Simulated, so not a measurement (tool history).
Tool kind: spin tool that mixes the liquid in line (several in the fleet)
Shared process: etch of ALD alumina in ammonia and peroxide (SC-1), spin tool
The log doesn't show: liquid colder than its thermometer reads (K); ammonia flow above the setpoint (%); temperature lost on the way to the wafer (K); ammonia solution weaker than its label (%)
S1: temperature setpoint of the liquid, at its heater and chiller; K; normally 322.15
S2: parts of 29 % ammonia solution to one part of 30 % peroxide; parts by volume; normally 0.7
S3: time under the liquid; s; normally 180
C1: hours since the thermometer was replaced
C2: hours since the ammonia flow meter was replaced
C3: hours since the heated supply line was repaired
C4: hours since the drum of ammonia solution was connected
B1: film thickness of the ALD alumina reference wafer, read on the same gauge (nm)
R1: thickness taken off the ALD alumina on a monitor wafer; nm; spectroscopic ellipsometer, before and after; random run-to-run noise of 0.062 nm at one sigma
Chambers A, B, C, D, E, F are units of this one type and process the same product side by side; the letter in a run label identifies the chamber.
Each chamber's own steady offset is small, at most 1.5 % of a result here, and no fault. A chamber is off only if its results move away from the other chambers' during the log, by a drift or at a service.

| run | hour | S1 | S2 | S3 | C1 | C2 | C3 | C4 | B1 | R1 |
|---|---|---|---|---|---|---|---|---|---|---|
| 1E | 5.2 | 322.15 | 0.7 | 180 | 584.6 | 78.4 | 2473.1 | 387.1 | 130.02 | 7.8929 |
| 2D | 9.3 | 322.15 | 0.7 | 180 | 2090.2 | 321.5 | 831.3 | 847.9 | 129.97 | 7.9383 |
| 3B | 17.7 | 322.15 | 0.7 | 180 | 2875.0 | 75.3 | 1326.2 | 19.8 | 130.00 | 7.8754 |
|  | 17.8 | chamber F: new drum of ammonia solution connected |
| 4A | 23.0 | 322.15 | 0.7 | 180 | 2142.3 | 194.4 | 1720.2 | 492.9 | 129.97 | 8.0129 |
|  | 27.8 | chamber B: thermometer replaced |
| 5C | 29.5 | 322.15 | 0.7 | 180 | 137.0 | 45.3 | 300.4 | 151.3 | 129.99 | 7.9897 |
| 6F | 34.5 | 322.15 | 0.7 | 180 | 674.2 | 318.8 | 358.3 | 16.8 | 130.00 | 8.0717 |
| 7D | 42.0 | 322.15 | 0.7 | 180 | 2122.9 | 354.2 | 864.0 | 880.6 | 130.00 | 7.9594 |
| 8C | 49.9 | 322.15 | 0.7 | 180 | 157.4 | 65.7 | 320.8 | 171.7 | 130.00 | 7.9372 |
| 9B | 54.4 | 322.15 | 0.7 | 180 | 26.7 | 112.0 | 1362.9 | 56.5 | 129.99 | 7.8774 |
| 10E | 63.2 | 322.15 | 0.7 | 180 | 642.6 | 136.4 | 2531.1 | 445.1 | 130.01 | 8.0283 |
| 11F | 70.0 | 322.15 | 0.7 | 180 | 709.7 | 354.3 | 393.8 | 52.3 | 130.00 | 7.9323 |
|  | 70.6 | chamber E: new drum of ammonia solution connected |
| 12A | 75.8 | 322.15 | 0.7 | 180 | 2195.1 | 247.2 | 1773.0 | 545.7 | 130.02 | 7.9690 |
| 13F | 82.0 | 322.15 | 0.7 | 180 | 721.7 | 366.3 | 405.8 | 64.3 | 129.99 | 8.0335 |
| 14B | 87.9 | 322.15 | 0.7 | 180 | 60.2 | 145.5 | 1396.4 | 90.0 | 130.02 | 7.8993 |
| 15A | 96.2 | 322.15 | 0.7 | 180 | 2215.5 | 267.6 | 1793.4 | 566.1 | 130.02 | 8.0274 |
| 16C | 101.4 | 322.15 | 0.7 | 180 | 208.9 | 117.2 | 372.3 | 223.2 | 130.00 | 7.9302 |
| 17D | 107.9 | 322.15 | 0.7 | 180 | 2188.8 | 420.1 | 929.9 | 946.5 | 129.97 | 7.9794 |
|  | 112.0 | chamber A: new drum of ammonia solution connected |
| 18E | 114.3 | 322.15 | 0.7 | 180 | 693.7 | 187.5 | 2582.2 | 43.8 | 130.00 | 7.8817 |
| 19A | 123.9 | 322.15 | 0.7 | 180 | 2243.2 | 295.3 | 1821.1 | 11.9 | 130.04 | 7.9274 |
| 20B | 129.4 | 322.15 | 0.7 | 180 | 101.7 | 187.0 | 1437.9 | 131.5 | 129.98 | 7.9981 |
| 21C | 138.9 | 322.15 | 0.7 | 180 | 246.4 | 154.7 | 409.8 | 260.7 | 129.98 | 7.8171 |
|  | 143.6 | chamber D: thermometer replaced |
| 22E | 144.1 | 322.15 | 0.7 | 180 | 723.5 | 217.3 | 2612.0 | 73.6 | 130.00 | 7.9664 |
| 23D | 152.1 | 322.15 | 0.7 | 180 | 8.5 | 464.3 | 974.1 | 990.7 | 129.97 | 7.9010 |
| 24F | 157.8 | 322.15 | 0.7 | 180 | 797.5 | 442.1 | 481.6 | 140.1 | 130.02 | 7.9869 |
| 25D | 162.6 | 322.15 | 0.7 | 180 | 19.0 | 474.8 | 984.6 | 1001.2 | 130.04 | 7.8677 |
| 26A | 168.9 | 322.15 | 0.7 | 180 | 2288.2 | 340.3 | 1866.1 | 56.9 | 130.03 | 7.9392 |
|  | 174.7 | chamber D: ammonia flow meter replaced |
| 27F | 177.3 | 322.15 | 0.8 | 180 | 817.0 | 461.6 | 501.1 | 159.6 | 129.97 | 8.1094 |
| 28E | 184.6 | 322.15 | 0.8 | 180 | 764.0 | 257.8 | 2652.5 | 114.1 | 130.02 | 8.0278 |
| 29C | 193.7 | 322.15 | 0.8 | 180 | 301.2 | 209.5 | 464.6 | 315.5 | 130.01 | 8.0000 |
| 30B | 198.2 | 322.15 | 0.8 | 180 | 170.5 | 255.8 | 1506.7 | 200.3 | 129.98 | 7.8997 |
| 31B | 207.4 | 322.15 | 0.8 | 180 | 179.7 | 265.0 | 1515.9 | 209.5 | 130.00 | 7.8654 |
| 32C | 213.9 | 322.15 | 0.8 | 180 | 321.4 | 229.7 | 484.8 | 335.7 | 130.01 | 8.0437 |
| 33A | 221.4 | 322.15 | 0.7 | 180 | 2340.7 | 392.8 | 1918.6 | 109.4 | 130.01 | 7.9808 |
| 34D | 227.7 | 322.15 | 0.5 | 245 | 84.1 | 53.0 | 1049.7 | 1066.3 | 129.99 | 10.3730 |
| 35F | 233.7 | 322.15 | 0.5 | 245 | 873.4 | 518.0 | 557.5 | 216.0 | 130.01 | 10.5880 |
| 36E | 239.8 | 322.15 | 0.5 | 245 | 819.2 | 313.0 | 2707.7 | 169.3 | 130.01 | 10.4310 |
| 37C | 246.1 | 322.15 | 0.5 | 245 | 353.6 | 261.9 | 517.0 | 367.9 | 130.01 | 10.4130 |
| 38E | 254.8 | 322.15 | 0.5 | 245 | 834.2 | 328.0 | 2722.7 | 184.3 | 129.98 | 10.4680 |
| 39D | 261.9 | 322.15 | 0.5 | 245 | 118.3 | 87.2 | 1083.9 | 1100.5 | 130.00 | 10.4310 |

One chamber off, gauge drift, or nothing amiss beyond the chambers' own small offsets? If it is a chamber, which one, and what is the likeliest cause?

It is chamber B that slowly wanders off from its peers.
What lies behind it: temperature lost on the way to the wafer (K) = 0.982.
It could be hard to tell apart here from: liquid colder than its thermometer reads (K).

Chamber B could run next with any of the 4 candidate recipes listed below; each alters the usual settings, and their results appear as question marks. Which one brings its results back in line with what the other chambers deliver on the usual settings?
Allowed miss from the other chambers' usual-settings mean, per result, to count as in line: R1 0.2200 nm
| 40B-1 | 268.8 | 324.15 | 0.7 | 180 |  |  |  |  |  | ? |
| 40B-2 | 268.8 | 321.65 | 0.7 | 175 |  |  |  |  |  | ? |
| 40B-3 | 268.8 | 320.15 | 0.7 | 180 |  |  |  |  |  | ? |
| 40B-4 | 268.8 | 322.15 | 0.7 | 190 |  |  |  |  |  | ? |

The mean the other chambers reach with the usual settings: R1 7.9470 nm
| run | R1 |
|---|---|
| 40B-1 | 8.3734 |
| 40B-2 | 7.0948 |
| 40B-3 | 6.7109 |
| 40B-4 | 7.9166 |
It is 40B-4 that realigns the chamber with its peers.

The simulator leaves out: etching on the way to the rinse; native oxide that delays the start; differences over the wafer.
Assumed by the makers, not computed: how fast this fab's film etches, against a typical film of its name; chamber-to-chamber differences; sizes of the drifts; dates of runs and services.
